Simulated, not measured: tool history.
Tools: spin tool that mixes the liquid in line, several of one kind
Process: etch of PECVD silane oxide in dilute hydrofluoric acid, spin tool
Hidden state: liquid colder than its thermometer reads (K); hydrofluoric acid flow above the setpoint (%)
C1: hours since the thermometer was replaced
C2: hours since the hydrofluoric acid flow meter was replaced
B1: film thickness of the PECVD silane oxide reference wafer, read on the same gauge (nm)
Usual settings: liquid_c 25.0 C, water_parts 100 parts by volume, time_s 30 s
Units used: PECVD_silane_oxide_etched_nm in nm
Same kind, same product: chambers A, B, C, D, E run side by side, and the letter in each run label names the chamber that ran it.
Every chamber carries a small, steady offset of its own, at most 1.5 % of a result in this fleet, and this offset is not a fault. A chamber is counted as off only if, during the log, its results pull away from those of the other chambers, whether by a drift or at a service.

run 1C day=0.112 | liquid_c=25.0 water_parts=100 time_s=30 | C1=2510.9 C2=1146.8 | B1=109.99 | PECVD_silane_oxide_etched_nm=13.096
run 2B day=0.288 | liquid_c=25.0 water_parts=100 time_s=30 | C1=149.5 C2=79.9 | B1=109.97 | PECVD_silane_oxide_etched_nm=13.126
run 3E day=0.488 | liquid_c=25.0 water_parts=100 time_s=30 | C1=671.0 C2=58.7 | B1=110.03 | PECVD_silane_oxide_etched_nm=13.155
run 4D day=0.662 | liquid_c=25.0 water_parts=100 time_s=30 | C1=738.8 C2=697.3 | B1=110.01 | PECVD_silane_oxide_etched_nm=12.973
run 5A day=0.838 | liquid_c=27.5 water_parts=100 time_s=40 | C1=766.7 C2=597.5 | B1=110.02 | PECVD_silane_oxide_etched_nm=19.537
run 6C day=1.025 | liquid_c=27.5 water_parts=100 time_s=40 | C1=2532.8 C2=1168.7 | B1=109.96 | PECVD_silane_oxide_etched_nm=19.227
run 7A day=1.229 | liquid_c=27.5 water_parts=100 time_s=40 | C1=776.1 C2=606.9 | B1=110.05 | PECVD_silane_oxide_etched_nm=19.279
run 8E day=1.429 | liquid_c=27.5 water_parts=100 time_s=40 | C1=693.6 C2=81.3 | B1=110.05 | PECVD_silane_oxide_etched_nm=19.127
run 9B day=1.604 | liquid_c=27.5 water_parts=100 time_s=40 | C1=181.1 C2=111.5 | B1=109.98 | PECVD_silane_oxide_etched_nm=19.190
run 10D day=1.796 | liquid_c=25.0 water_parts=100 time_s=30 | C1=766.0 C2=724.5 | B1=109.95 | PECVD_silane_oxide_etched_nm=13.115
run 11B day=1.954 | liquid_c=25.0 water_parts=100 time_s=30 | C1=189.5 C2=119.9 | B1=110.03 | PECVD_silane_oxide_etched_nm=13.133
run 12E day=2.054 | liquid_c=25.0 water_parts=100 time_s=30 | C1=708.6 C2=96.3 | B1=109.98 | PECVD_silane_oxide_etched_nm=13.118
run 13A day=2.242 | liquid_c=25.0 water_parts=100 time_s=30 | C1=800.4 C2=631.2 | B1=109.95 | PECVD_silane_oxide_etched_nm=13.231
run 14C day=2.350 | liquid_c=25.0 water_parts=100 time_s=30 | C1=2564.6 C2=1200.5 | B1=110.00 | PECVD_silane_oxide_etched_nm=12.785
run 15D day=2.508 | liquid_c=25.0 water_parts=100 time_s=30 | C1=783.1 C2=741.6 | B1=109.98 | PECVD_silane_oxide_etched_nm=13.107
run 16E day=2.650 | liquid_c=25.0 water_parts=100 time_s=30 | C1=722.9 C2=110.6 | B1=109.97 | PECVD_silane_oxide_etched_nm=12.944
run 17C day=2.808 | liquid_c=25.0 water_parts=100 time_s=30 | C1=2575.6 C2=1211.5 | B1=109.96 | PECVD_silane_oxide_etched_nm=12.918
run 18A day=2.946 | liquid_c=25.0 water_parts=100 time_s=30 | C1=817.3 C2=648.1 | B1=109.99 | PECVD_silane_oxide_etched_nm=13.172
run 19D day=3.083 | liquid_c=25.0 water_parts=100 time_s=30 | C1=796.9 C2=755.4 | B1=110.00 | PECVD_silane_oxide_etched_nm=13.138
run 20B day=3.279 | liquid_c=25.0 water_parts=100 time_s=30 | C1=221.3 C2=151.7 | B1=110.02 | PECVD_silane_oxide_etched_nm=13.075
run 21E day=3.483 | liquid_c=25.0 water_parts=100 time_s=30 | C1=742.9 C2=130.6 | B1=110.03 | PECVD_silane_oxide_etched_nm=12.846
run 22B day=3.667 | liquid_c=25.0 water_parts=100 time_s=30 | C1=230.6 C2=161.0 | B1=109.99 | PECVD_silane_oxide_etched_nm=13.175
run 23A day=3.754 | liquid_c=25.0 water_parts=100 time_s=30 | C1=836.7 C2=667.5 | B1=110.05 | PECVD_silane_oxide_etched_nm=13.175
-- day=3.808 chamber C: thermometer replaced
run 24D day=3.933 | liquid_c=28.5 water_parts=100 time_s=25 | C1=817.3 C2=775.8 | B1=109.97 | PECVD_silane_oxide_etched_nm=12.492
run 25C day=4.042 | liquid_c=28.5 water_parts=100 time_s=25 | C1=5.6 C2=1241.1 | B1=109.99 | PECVD_silane_oxide_etched_nm=12.312
run 26C day=4.133 | liquid_c=28.5 water_parts=100 time_s=25 | C1=7.8 C2=1243.3 | B1=110.00 | PECVD_silane_oxide_etched_nm=12.248
run 27B day=4.292 | liquid_c=28.5 water_parts=100 time_s=25 | C1=245.6 C2=176.0 | B1=109.97 | PECVD_silane_oxide_etched_nm=12.576
run 28E day=4.408 | liquid_c=28.5 water_parts=100 time_s=25 | C1=765.1 C2=152.8 | B1=110.03 | PECVD_silane_oxide_etched_nm=12.132
run 29A day=4.583 | liquid_c=25.0 water_parts=100 time_s=45 | C1=856.6 C2=687.4 | B1=110.00 | PECVD_silane_oxide_etched_nm=19.897
run 30D day=4.771 | liquid_c=25.0 water_parts=100 time_s=45 | C1=837.4 C2=795.9 | B1=110.02 | PECVD_silane_oxide_etched_nm=19.598
run 31A day=4.962 | liquid_c=25.0 water_parts=100 time_s=45 | C1=865.7 C2=696.5 | B1=110.04 | PECVD_silane_oxide_etched_nm=19.647
run 32B day=5.167 | liquid_c=25.0 water_parts=100 time_s=45 | C1=266.6 C2=197.0 | B1=109.94 | PECVD_silane_oxide_etched_nm=19.635
run 33D day=5.279 | liquid_c=25.0 water_parts=100 time_s=45 | C1=849.6 C2=808.1 | B1=110.00 | PECVD_silane_oxide_etched_nm=19.609
run 34C day=5.396 | liquid_c=25.0 water_parts=100 time_s=30 | C1=38.1 C2=1273.6 | B1=110.00 | PECVD_silane_oxide_etched_nm=12.861
run 35E day=5.554 | liquid_c=25.0 water_parts=100 time_s=30 | C1=792.6 C2=180.3 | B1=109.98 | PECVD_silane_oxide_etched_nm=12.528
run 36C day=5.683 | liquid_c=25.0 water_parts=100 time_s=30 | C1=45.0 C2=1280.5 | B1=109.97 | PECVD_silane_oxide_etched_nm=12.961
run 37D day=5.808 | liquid_c=28.5 water_parts=100 time_s=30 | C1=862.3 C2=820.8 | B1=109.98 | PECVD_silane_oxide_etched_nm=15.176
run 38A day=5.912 | liquid_c=28.5 water_parts=100 time_s=30 | C1=888.5 C2=719.3 | B1=109.97 | PECVD_silane_oxide_etched_nm=15.063
run 39E day=6.025 | liquid_c=28.5 water_parts=100 time_s=30 | C1=803.9 C2=191.6 | B1=110.02 | PECVD_silane_oxide_etched_nm=14.116
run 40B day=6.221 | liquid_c=28.5 water_parts=100 time_s=30 | C1=291.9 C2=222.3 | B1=110.01 | PECVD_silane_oxide_etched_nm=14.956
run 41C day=6.333 | liquid_c=28.5 water_parts=100 time_s=30 | C1=60.6 C2=1296.1 | B1=110.01 | PECVD_silane_oxide_etched_nm=14.867
run 42E day=6.529 | liquid_c=25.0 water_parts=100 time_s=30 | C1=816.0 C2=203.7 | B1=110.02 | PECVD_silane_oxide_etched_nm=12.351
run 43B day=6.717 | liquid_c=25.0 water_parts=100 time_s=30 | C1=303.8 C2=234.2 | B1=110.02 | PECVD_silane_oxide_etched_nm=13.120

Is one chamber off against the others, does the gauge drift, or is nothing wrong? If a chamber is off, say which, and what the likeliest cause is.

Little by little, chamber E moves away from the other chambers.
Likeliest cause: liquid colder than its thermometer reads (K) = 1.37.
The log may not separate it from: hydrofluoric acid flow below the setpoint (%).

Here are 4 candidates for chamber E's next run, each the usual settings with a change, their results left as question marks. Which one brings its results back in line with what the others give on the usual settings?
Allowed miss from the other chambers' usual-settings mean, per result, to count as in line: PECVD_silane_oxide_etched_nm 0.320 nm
run 44E-1 day=6.867 | liquid_c=24.5 water_parts=110 time_s=30 | PECVD_silane_oxide_etched_nm=?
run 44E-2 day=6.867 | liquid_c=23.5 water_parts=100 time_s=30 | PECVD_silane_oxide_etched_nm=?
run 44E-3 day=6.867 | liquid_c=25.0 water_parts=90 time_s=30 | PECVD_silane_oxide_etched_nm=?
run 44E-4 day=6.867 | liquid_c=26.5 water_parts=100 time_s=30 | PECVD_silane_oxide_etched_nm=?

The mean the other chambers reach with the usual settings: PECVD_silane_oxide_etched_nm 13.083 nm
run=44E-1 PECVD_silane_oxide_etched_nm=10.899
run=44E-2 PECVD_silane_oxide_etched_nm=11.673
run=44E-3 PECVD_silane_oxide_etched_nm=13.963
run=44E-4 PECVD_silane_oxide_etched_nm=13.141
It is 44E-4 that realigns the chamber with its peers.
